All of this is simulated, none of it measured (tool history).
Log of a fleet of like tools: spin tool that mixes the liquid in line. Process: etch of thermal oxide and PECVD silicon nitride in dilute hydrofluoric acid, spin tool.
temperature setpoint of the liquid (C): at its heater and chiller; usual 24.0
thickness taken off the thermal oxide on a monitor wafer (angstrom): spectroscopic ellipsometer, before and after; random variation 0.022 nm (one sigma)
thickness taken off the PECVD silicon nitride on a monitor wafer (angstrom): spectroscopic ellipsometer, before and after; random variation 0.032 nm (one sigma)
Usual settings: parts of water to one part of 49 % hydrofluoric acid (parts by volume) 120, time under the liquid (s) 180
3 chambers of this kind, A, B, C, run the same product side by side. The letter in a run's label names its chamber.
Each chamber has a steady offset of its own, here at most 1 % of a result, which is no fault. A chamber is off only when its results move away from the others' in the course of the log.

run,hour,temperature setpoint of the liquid (C),parts of water to one part of 49 % hydrofluoric acid (parts by volume),time under the liquid (s),"read-back film thickness of the thermal oxide reference wafer, read on the same gauge (nm)","read-back film thickness of the PECVD silicon nitride reference wafer, read on the same gauge (nm)",thickness taken off the thermal oxide on a monitor wafer (angstrom),thickness taken off the PECVD silicon nitride on a monitor wafer (angstrom)
1A,12.4,24.0,120,180,100.000,130.01,71.370,37.364
2B,20.9,24.0,120,180,100.000,130.01,72.749,37.453
3C,27.3,24.0,120,180,100.010,130.02,72.877,37.320
4A,35.1,24.0,120,180,100.040,129.99,71.569,37.828
# hour 36.0: chamber A: hydrofluoric acid flow meter replaced
5B,45.5,24.0,120,180,100.000,129.99,72.400,37.590
6C,54.8,24.0,120,180,100.040,129.99,72.981,37.208
# hour 63.4: chamber C: thermometer replaced
7B,67.4,24.0,120,180,100.010,130.00,72.226,37.473
8A,74.5,24.0,120,180,99.989,129.99,71.445,37.304
9C,82.6,24.0,120,180,100.000,130.00,72.545,37.002
10A,91.2,24.0,120,180,100.010,130.00,71.146,37.122
11B,98.4,24.0,120,180,100.000,129.99,72.138,37.578
12C,110.8,24.0,120,180,100.020,130.01,72.671,37.223
13B,121.8,24.0,120,180,100.000,129.99,72.073,37.623
14A,133.1,24.0,120,180,99.985,129.99,71.631,37.586
15C,141.5,24.0,120,180,99.967,130.03,72.809,36.507
16B,148.0,29.0,150,180,100.040,130.03,67.133,40.971
17A,156.4,29.0,150,180,100.010,130.00,66.944,41.486
18C,168.2,29.0,150,180,99.967,130.00,67.957,41.079
19C,177.5,24.0,120,180,100.020,130.00,72.554,37.130
20B,188.4,24.0,120,180,99.989,130.01,72.560,37.718
# hour 197.6: chamber B: thermometer replaced
21A,199.4,24.0,120,180,99.985,130.00,71.468,36.598
22A,209.7,24.0,120,180,100.000,130.01,71.366,37.013
23C,221.6,24.0,120,180,100.010,129.98,72.550,37.440
24B,229.7,24.0,120,180,100.010,130.00,71.844,38.057
25A,242.1,24.0,120,180,100.050,130.00,71.312,37.068
26B,255.5,24.0,120,180,100.000,130.02,72.239,37.433
27C,266.8,27.5,60,180,100.000,129.99,180.520,93.161
# hour 269.7: chamber B: hydrofluoric acid flow meter replaced
28B,274.2,27.5,60,180,99.964,130.01,176.220,91.941
29A,284.8,27.5,60,180,99.987,130.01,174.520,90.576
30C,297.3,24.0,120,180,100.010,129.98,72.938,37.125
31A,309.2,24.0,120,180,100.010,129.99,71.654,37.702
32B,315.6,24.0,120,180,100.020,130.00,72.340,37.841
33C,325.8,24.0,120,180,100.010,129.98,72.676,37.510
34B,333.4,24.0,120,180,100.030,129.98,72.215,37.391
35A,345.0,24.0,120,180,99.998,130.02,71.354,37.314
36C,358.4,24.0,120,180,99.981,130.01,73.033,36.450
37B,369.2,24.0,120,180,100.000,130.01,72.636,37.553
38A,379.4,24.0,120,180,100.010,130.00,71.238,37.410

Is one chamber off against the others, does the gauge drift, or is nothing wrong? If a chamber is off, say which, and what the likeliest cause is.

No chamber stands off beyond its own small offset, and the gauge holds steady.

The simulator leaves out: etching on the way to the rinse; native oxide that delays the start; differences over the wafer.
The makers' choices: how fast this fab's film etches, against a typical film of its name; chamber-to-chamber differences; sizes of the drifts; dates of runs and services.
